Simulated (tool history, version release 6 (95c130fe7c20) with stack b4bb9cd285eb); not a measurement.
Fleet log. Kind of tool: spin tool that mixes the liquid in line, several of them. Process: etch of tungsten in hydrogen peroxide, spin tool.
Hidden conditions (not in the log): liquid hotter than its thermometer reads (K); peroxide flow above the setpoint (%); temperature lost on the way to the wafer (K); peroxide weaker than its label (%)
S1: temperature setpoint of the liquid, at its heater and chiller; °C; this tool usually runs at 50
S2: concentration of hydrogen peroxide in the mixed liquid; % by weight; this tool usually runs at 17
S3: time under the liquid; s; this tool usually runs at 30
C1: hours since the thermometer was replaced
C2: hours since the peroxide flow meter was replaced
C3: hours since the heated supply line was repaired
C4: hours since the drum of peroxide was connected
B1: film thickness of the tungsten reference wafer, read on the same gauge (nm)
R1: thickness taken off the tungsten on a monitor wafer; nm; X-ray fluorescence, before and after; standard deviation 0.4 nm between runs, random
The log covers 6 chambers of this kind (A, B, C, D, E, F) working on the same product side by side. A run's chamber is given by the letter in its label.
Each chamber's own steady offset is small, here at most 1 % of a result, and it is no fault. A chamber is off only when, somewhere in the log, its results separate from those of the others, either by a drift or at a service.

run,hour,S1,S2,S3,C1,C2,C3,C4,B1,R1
1F,4.3,50,17,30,183.2,1147.4,1254.9,475.2,40.005,44.825
2B,8.2,50,17,30,1529.7,219.6,1739.9,86.8,40.002,45.081
3D,11.1,50,17,30,972.2,268.8,1954.5,253.7,40.026,44.544
4A,14.7,50,17,30,1328.8,142.6,1085.9,137,40.046,45.473
5E,18.3,50,17,30,180.3,500.9,617.7,851.5,39.992,44.68
6C,20.9,50,17,30,1774.2,421.2,484.5,179,40.052,45.394
7F,23.3,50,17,30,202.2,1166.4,1273.9,494.2,39.986,44.924
8B,27.2,50,14,30,1548.7,238.6,1758.9,105.8,39.998,41.937
9E,30.1,50,14,30,192.1,512.7,629.5,863.3,40.012,41.461
10C,35.2,50,14,30,1788.5,435.5,498.8,193.3,40.018,41.179
11D,38.2,50,14,30,999.3,295.9,1981.6,280.8,40.021,41.262
12A,43.3,50,14,30,1357.4,171.2,1114.5,165.6,39.993,41.239
13B,47.9,50,14,30,1569.4,259.3,1779.6,126.5,39.962,41.933
14F,52,50,15,30,230.9,1195.1,1302.6,522.9,39.99,42.599
15D,56.9,50,15,30,1018,314.6,2000.3,299.5,39.984,41.377
16E,61.5,50,15,30,223.5,544.1,660.9,894.7,40.007,42.689
17C,66.6,50,15,30,1819.9,466.9,530.2,224.7,40.011,42.596
18A,69.9,50,15,30,1384,197.8,1141.1,192.2,40.03,42.097
19E,74,50,15,30,236,556.6,673.4,907.2,39.949,41.611
20F,79.1,50,17,30,258,1222.2,1329.7,550,40.038,44.999
21D,82.7,50,17,30,1043.8,340.4,2026.1,325.3,39.987,44.793
22B,87.4,50,17,30,1608.9,298.8,1819.1,166,40.008,46.455
23A,90.2,50,17,30,1404.3,218.1,1161.4,212.5,39.995,44.358
24C,94.1,50,17,30,1847.4,494.4,557.7,252.2,40.03,45.901
25D,99,50,17,30,1060.1,356.7,2042.4,341.6,40.031,45.012
26C,103,50,17,30,1856.3,503.3,566.6,261.1,40.004,45.928
# hour 103.8: chamber F: heated supply line repaired
27B,107,41.5,17,45,1628.5,318.4,1838.7,185.6,40.022,42.208
28F,111.5,41.5,17,45,290.4,1254.6,7.8,582.4,40.011,40.551
29A,114.9,41.5,17,45,1429,242.8,1186.1,237.2,39.971,39.635
30E,118.7,41.5,17,45,280.7,601.3,718.1,951.9,40.018,39.564
31E,123.2,41.5,17,45,285.2,605.8,722.6,956.4,39.983,39.631
32B,127.3,41.5,17,45,1648.8,338.7,1859,205.9,39.997,41.853
33A,130,50,14.5,30,1444.1,257.9,1201.2,252.3,40.007,41.269
34C,133.8,50,14.5,30,1887.1,534.1,597.4,291.9,40.006,42.409
35D,138.7,50,14.5,30,1099.8,396.4,2082.1,381.3,40.008,41.768
36F,143,50,14.5,30,321.9,1286.1,39.3,613.9,39.998,41.882
37D,146.4,50,14.5,30,1107.5,404.1,2089.8,389,39.983,41.493
38C,148.9,50,14.5,30,1902.2,549.2,612.5,307,39.99,42.1
39F,153.6,50,17,30,332.5,1296.7,49.9,624.5,40.02,45.45
40A,158.6,50,17,30,1472.7,286.5,1229.8,280.9,40.025,44.238

Each of the 6 chambers runs these same settings next. Fill in every chamber's results:
41A,162.4,50,14.5,30,,,,,,?
41B,162.4,50,14.5,30,,,,,,?
41C,162.4,50,14.5,30,,,,,,?
41D,162.4,50,14.5,30,,,,,,?
41E,162.4,50,14.5,30,,,,,,?
41F,162.4,50,14.5,30,,,,,,?

run,R1
41A,40.707
41B,44.281
41C,42.201
41D,41.495
41E,41.607
41F,41.383
